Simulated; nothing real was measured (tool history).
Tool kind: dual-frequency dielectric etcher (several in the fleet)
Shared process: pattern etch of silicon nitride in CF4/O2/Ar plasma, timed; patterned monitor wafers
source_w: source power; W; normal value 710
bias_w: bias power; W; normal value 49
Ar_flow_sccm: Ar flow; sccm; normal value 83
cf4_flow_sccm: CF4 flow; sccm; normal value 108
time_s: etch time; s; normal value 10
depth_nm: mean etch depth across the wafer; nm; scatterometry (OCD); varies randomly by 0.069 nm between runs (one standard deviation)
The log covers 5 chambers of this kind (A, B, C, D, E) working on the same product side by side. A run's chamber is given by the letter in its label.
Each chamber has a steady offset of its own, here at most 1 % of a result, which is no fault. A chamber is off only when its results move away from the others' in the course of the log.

run	hour	source_w	bias_w	Ar_flow_sccm	cf4_flow_sccm	time_s	read-back reference wafer on the same gauge, depth_nm	depth_nm
1E	8.4	710	49	83	108	10	30.62	26.316
2C	17.4	710	49	83	108	10	30.609	26.717
3A	23.2	710	49	83	108	10	30.616	26.615
4D	32.7	710	49	83	108	10	30.607	26.26
5B	40.9	710	49	83	84	8.5	30.607	21.814
6D	51.3	710	49	83	84	8.5	30.622	21.813
7E	60.2	710	49	83	84	8.5	30.6	21.607
8B	70.3	710	49	83	84	8.5	30.595	21.767
# hour 72: chamber E: wet clean of the chamber
9C	78.3	710	49	83	84	8.5	30.621	21.858
10A	84.7	710	49	83	108	10	30.602	26.758
11B	92.6	710	49	83	108	10	30.618	26.432
12D	102.2	710	49	83	108	10	30.6	26.441
13A	112.8	710	49	83	108	10	30.597	26.741
14E	123.9	710	49	83	108	10	30.592	26.287
15C	130.9	710	49	83	108	10	30.6	26.523
16B	141.9	710	49	83	108	10	30.592	26.539
# hour 145.1: chamber B: wet clean of the chamber
17C	150.8	710	49	83	108	10	30.607	26.522
18A	159.3	710	49	83	108	10	30.604	26.641
# hour 166.7: chamber E: source power generator calibrated
19E	167.2	710	49	83	108	10	30.615	26.408
20D	178	710	49	83	108	10	30.599	26.564
# hour 179.1: chamber B: Ar flow controller replaced
21D	188	710	49	83	108	10	30.584	26.358
22E	193.6	710	49	83	108	10	30.594	26.203
23B	204	710	49	83	108	10	30.601	25.809
24C	208.8	710	49	83	108	10	30.601	26.609
25A	214.5	710	49	83	108	10	30.609	26.729
26B	222.4	710	49	83	108	10	30.592	25.868
27C	232.9	710	49	83	108	10	30.61	26.425
28A	241.2	610	61	83	108	10	30.607	25.254
29E	250.8	610	61	83	108	10	30.625	24.833
30D	257.6	610	61	83	108	10	30.598	24.92
31A	267.2	610	61	83	108	10	30.616	25.23
32C	278	610	61	83	108	10	30.602	25.097
33D	283.2	710	49	83	108	10	30.595	26.295
34E	288.5	710	49	83	108	10	30.602	26.333
35B	296.9	710	49	83	108	10	30.605	25.738
36E	305.6	710	49	83	108	10	30.602	26.28
37B	315.8	710	49	83	108	10	30.594	25.806
38D	323.3	710	49	83	108	10	30.595	26.535
39C	331.5	710	49	83	108	10	30.593	26.439

Read the log: is a single chamber off, either drifting away or since a service, is the gauge that measures every chamber drifting, or is nothing wrong beyond small per-chamber offsets? Name any odd chamber and what most likely caused it.

After it was serviced, chamber B no longer matches the other chambers.
What lies behind it: etch rate under this chamber's usual, % = 2.48.

Which of the 4 candidates below, each the usual settings with something changed and its results left as question marks, puts chamber B back in line with what the other chambers give on the usual settings?
To be in line, a result may differ from the other chambers' mean on the usual settings by at most: depth_nm 0.24 nm
40B-1	339.4	710	48	83	108	10		?
40B-2	339.4	710	52	81	108	10		?
40B-3	339.4	710	49	77	108	10		?
40B-4	339.4	710	49	83	89	10		?

On the usual settings, the other chambers give on average: depth_nm 26.47 nm
run	depth_nm
40B-1	25.623
40B-2	26.433
40B-3	26.035
40B-4	25.201
It is 40B-2 that realigns the chamber with its peers.

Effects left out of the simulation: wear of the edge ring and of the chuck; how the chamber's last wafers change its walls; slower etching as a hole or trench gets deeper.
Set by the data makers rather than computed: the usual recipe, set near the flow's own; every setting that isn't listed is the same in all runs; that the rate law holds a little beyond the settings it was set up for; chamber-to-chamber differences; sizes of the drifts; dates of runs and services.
